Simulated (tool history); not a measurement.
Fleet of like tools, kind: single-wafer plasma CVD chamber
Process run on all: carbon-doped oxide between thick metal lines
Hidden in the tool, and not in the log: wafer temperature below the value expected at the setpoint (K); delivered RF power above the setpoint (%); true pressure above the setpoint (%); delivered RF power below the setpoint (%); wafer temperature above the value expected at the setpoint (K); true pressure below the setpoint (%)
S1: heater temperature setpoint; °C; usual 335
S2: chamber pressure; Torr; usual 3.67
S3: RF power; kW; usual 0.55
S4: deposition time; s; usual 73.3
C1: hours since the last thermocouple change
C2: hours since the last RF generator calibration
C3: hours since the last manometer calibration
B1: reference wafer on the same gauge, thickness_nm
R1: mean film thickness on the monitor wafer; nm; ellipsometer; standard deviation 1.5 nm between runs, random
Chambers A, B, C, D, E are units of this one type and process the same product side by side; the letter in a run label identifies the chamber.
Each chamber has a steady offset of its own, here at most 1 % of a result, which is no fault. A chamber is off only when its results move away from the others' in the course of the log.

Run 1E, day 0.175: usual settings; C1 74.9; C2 1330.2; C3 543.9; B1 343.87. Result: R1 392.17 nm.
Run 2A, day 0.442: usual settings; C1 1693; C2 718.7; C3 365.4; B1 343.66. Result: R1 394.85 nm.
Run 3B, day 0.621: usual settings; C1 593.1; C2 626.1; C3 1779.3; B1 343.97. Result: R1 389.85 nm.
Run 4D, day 0.833: usual settings; C1 51.9; C2 1065.6; C3 296.4; B1 344.47. Result: R1 392.59 nm.
Run 5C, day 0.992: usual settings; C1 199.8; C2 842.5; C3 222.8; B1 343.78. Result: R1 387.89 nm.
Run 6A, day 1.212: usual settings but S1 341 °C; C1 1711.5; C2 737.2; C3 383.9; B1 343.86. Result: R1 386.97 nm.
Run 7D, day 1.458: usual settings but S1 341 °C; C1 66.9; C2 1080.6; C3 311.4; B1 344.35. Result: R1 383.61 nm.
At day 1.538: chamber C: RF generator calibrated.
Run 8B, day 1.717: usual settings but S1 341 °C; C1 619.4; C2 652.4; C3 1805.6; B1 343.82. Result: R1 380.86 nm.
Run 9E, day 1.875: usual settings but S1 341 °C; C1 115.7; C2 1371; C3 584.7; B1 344. Result: R1 388.13 nm.
Run 10C, day 2.092: usual settings but S1 341 °C; C1 226.2; C2 13.3; C3 249.2; B1 343.76. Result: R1 383.69 nm.
Run 11B, day 2.338: usual settings; C1 634.3; C2 667.3; C3 1820.5; B1 344.04. Result: R1 386.15 nm.
Run 12C, day 2.475: usual settings; C1 235.4; C2 22.5; C3 258.4; B1 343.64. Result: R1 390.88 nm.
Run 13E, day 2.629: usual settings; C1 133.8; C2 1389.1; C3 602.8; B1 344.28. Result: R1 391.39 nm.
Run 14D, day 2.812: usual settings; C1 99.4; C2 1113.1; C3 343.9; B1 343.73. Result: R1 391.22 nm.
Run 15A, day 3.038: usual settings; C1 1755.3; C2 781; C3 427.7; B1 343.72. Result: R1 397.51 nm.
Run 16D, day 3.167: usual settings; C1 107.9; C2 1121.6; C3 352.4; B1 343.92. Result: R1 390.71 nm.
Run 17B, day 3.296: usual settings; C1 657.3; C2 690.3; C3 1843.5; B1 343.98. Result: R1 387.68 nm.
Run 18A, day 3.45: usual settings; C1 1765.2; C2 790.9; C3 437.6; B1 343.59. Result: R1 393.36 nm.
Run 19C, day 3.6: usual settings but S1 344 °C, S3 0.5 kW; C1 262.4; C2 49.5; C3 285.4; B1 344.2. Result: R1 357.9 nm.
Run 20E, day 3.871: usual settings but S1 344 °C, S3 0.5 kW; C1 163.6; C2 1418.9; C3 632.6; B1 343.8. Result: R1 362.31 nm.
Run 21D, day 4.112: usual settings but S1 344 °C, S3 0.5 kW; C1 130.6; C2 1144.3; C3 375.1; B1 343.86. Result: R1 361.19 nm.
Run 22A, day 4.388: usual settings but S1 344 °C, S3 0.5 kW; C1 1787.7; C2 813.4; C3 460.1; B1 344.11. Result: R1 363.13 nm.
Run 23E, day 4.617: usual settings but S1 344 °C, S3 0.5 kW; C1 181.5; C2 1436.8; C3 650.5; B1 344.15. Result: R1 360.94 nm.
Run 24B, day 4.908: usual settings but S1 322 °C; C1 696; C2 729; C3 1882.2; B1 343.97. Result: R1 399 nm.
Run 25C, day 5.171: usual settings but S1 322 °C; C1 300.1; C2 87.2; C3 323.1; B1 343.79. Result: R1 408.34 nm.
Run 26E, day 5.346: usual settings but S1 322 °C; C1 199; C2 1454.3; C3 668; B1 343.91. Result: R1 407.75 nm.
Run 27B, day 5.529: usual settings but S1 322 °C; C1 710.9; C2 743.9; C3 1897.1; B1 343.93. Result: R1 397.67 nm.
Run 28D, day 5.783: usual settings but S1 322 °C; C1 170.7; C2 1184.4; C3 415.2; B1 344.09. Result: R1 411.08 nm.
Run 29A, day 6.008: usual settings; C1 1826.6; C2 852.3; C3 499; B1 343.87. Result: R1 393.86 nm.
Run 30C, day 6.262: usual settings; C1 326.3; C2 113.4; C3 349.3; B1 343.86. Result: R1 387.86 nm.
Run 31A, day 6.471: usual settings; C1 1837.7; C2 863.4; C3 510.1; B1 343.9. Result: R1 392.73 nm.
Run 32E, day 6.612: usual settings; C1 229.4; C2 1484.7; C3 698.4; B1 344.11. Result: R1 391.98 nm.
Run 33D, day 6.888: usual settings; C1 197.2; C2 1210.9; C3 441.7; B1 343.91. Result: R1 390.12 nm.
Run 34B, day 7.112: usual settings; C1 748.9; C2 781.9; C3 1935.1; B1 343.95. Result: R1 379.04 nm.
Run 35C, day 7.396: usual settings; C1 353.5; C2 140.6; C3 376.5; B1 343.89. Result: R1 389.22 nm.
Run 36A, day 7.567: usual settings; C1 1864; C2 889.7; C3 536.4; B1 344.52. Result: R1 395.43 nm.
Run 37B, day 7.833: usual settings; C1 766.2; C2 799.2; C3 1952.4; B1 344.03. Result: R1 378.48 nm.
Run 38D, day 8.071: usual settings; C1 225.6; C2 1239.3; C3 470.1; B1 343.84. Result: R1 394.38 nm.
Run 39E, day 8.25: usual settings; C1 268.7; C2 1524; C3 737.7; B1 343.87. Result: R1 391.25 nm.
Run 40C, day 8.517: usual settings; C1 380.4; C2 167.5; C3 403.4; B1 343.97. Result: R1 391.14 nm.
Run 41B, day 8.796: usual settings; C1 789.3; C2 822.3; C3 1975.5; B1 344.21. Result: R1 376.76 nm.

For the next run the whole fleet of 5 chambers uses the same settings. Give each chamber's results:
Run 42A, day 9.004: usual settings but S4 68.1 s. Result: R1 ?.
Run 42B, day 9.004: usual settings but S4 68.1 s. Result: R1 ?.
Run 42C, day 9.004: usual settings but S4 68.1 s. Result: R1 ?.
Run 42D, day 9.004: usual settings but S4 68.1 s. Result: R1 ?.
Run 42E, day 9.004: usual settings but S4 68.1 s. Result: R1 ?.

run      R1
42A   364.6
42B  347.56
42C  360.88
42D  362.32
42E  365.18
